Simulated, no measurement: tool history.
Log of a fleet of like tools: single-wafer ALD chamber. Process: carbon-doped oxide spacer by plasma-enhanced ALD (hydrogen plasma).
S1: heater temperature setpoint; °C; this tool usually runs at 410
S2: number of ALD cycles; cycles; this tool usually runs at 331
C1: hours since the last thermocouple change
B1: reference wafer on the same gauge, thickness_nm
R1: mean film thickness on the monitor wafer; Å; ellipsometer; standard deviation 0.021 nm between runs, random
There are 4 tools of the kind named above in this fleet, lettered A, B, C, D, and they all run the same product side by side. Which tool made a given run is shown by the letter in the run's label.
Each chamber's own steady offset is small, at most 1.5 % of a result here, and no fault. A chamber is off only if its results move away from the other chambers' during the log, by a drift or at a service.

run 1D hour=14.7 | S1=410 S2=331 | C1=2126.9 | B1=18.907 | R1=158.17
run 2A hour=29.2 | S1=410 S2=331 | C1=193.7 | B1=18.906 | R1=159.28
run 3C hour=36.7 | S1=410 S2=331 | C1=1414.8 | B1=18.904 | R1=160.21
run 4B hour=48.6 | S1=410 S2=331 | C1=2187.9 | B1=18.915 | R1=159.15
run 5C hour=57.8 | S1=399 S2=331 | C1=1435.9 | B1=18.921 | R1=165.5
run 6B hour=72.7 | S1=399 S2=331 | C1=2212 | B1=18.922 | R1=164.2
run 7D hour=87.4 | S1=399 S2=331 | C1=2199.6 | B1=18.919 | R1=163.27
run 8A hour=102.2 | S1=399 S2=331 | C1=266.7 | B1=18.931 | R1=164.35
run 9B hour=114.8 | S1=410 S2=331 | C1=2254.1 | B1=18.93 | R1=159.04
run 10A hour=124.8 | S1=425 S2=368 | C1=289.3 | B1=18.937 | R1=169.08
run 11D hour=136.6 | S1=425 S2=368 | C1=2248.8 | B1=18.936 | R1=167.79
run 12C hour=146.5 | S1=425 S2=368 | C1=1524.6 | B1=18.942 | R1=170.18
run 13D hour=154.4 | S1=425 S2=368 | C1=2266.6 | B1=18.938 | R1=168.24
run 14C hour=162.9 | S1=410 S2=331 | C1=1541 | B1=18.941 | R1=160.47
run 15A hour=176.2 | S1=410 S2=331 | C1=340.7 | B1=18.947 | R1=159.7
run 16B hour=185.1 | S1=410 S2=331 | C1=2324.4 | B1=18.951 | R1=159.45
run 17B hour=198.2 | S1=410 S2=331 | C1=2337.5 | B1=18.951 | R1=159.4
run 18C hour=213 | S1=410 S2=331 | C1=1591.1 | B1=18.96 | R1=160.86
run 19D hour=227 | S1=410 S2=331 | C1=2339.2 | B1=18.965 | R1=158.95
run 20A hour=235.6 | S1=410 S2=331 | C1=400.1 | B1=18.961 | R1=159.4
run 21D hour=242.2 | S1=410 S2=331 | C1=2354.4 | B1=18.957 | R1=158.84
run 22B hour=249.7 | S1=398 S2=389 | C1=2389 | B1=18.965 | R1=192.9
run 23A hour=263.1 | S1=398 S2=389 | C1=427.6 | B1=18.971 | R1=193.42
run 24C hour=270.2 | S1=398 S2=389 | C1=1648.3 | B1=18.971 | R1=194.65
run 25C hour=282.5 | S1=398 S2=389 | C1=1660.6 | B1=18.977 | R1=194.67
run 26A hour=295.8 | S1=410 S2=331 | C1=460.3 | B1=18.978 | R1=159.72
run 27D hour=302.8 | S1=410 S2=331 | C1=2415 | B1=18.976 | R1=158.81
run 28B hour=316.7 | S1=410 S2=331 | C1=2456 | B1=18.985 | R1=159.29
run 29D hour=328.2 | S1=410 S2=331 | C1=2440.4 | B1=18.987 | R1=158.82
run 30B hour=342.7 | S1=410 S2=331 | C1=2482 | B1=18.99 | R1=160.14
run 31A hour=356.5 | S1=410 S2=331 | C1=521 | B1=18.994 | R1=159.82
run 32C hour=369.7 | S1=410 S2=331 | C1=1747.8 | B1=19.001 | R1=161.3

What goes on in this fleet: one chamber off, a drifting gauge, or nothing beyond the chambers' own small offsets? Name the chamber and the cause, if any.

Gauge drift. The chambers move together only on paper, and none stands off.
Cause: gauge reads high (%) = 0.528.
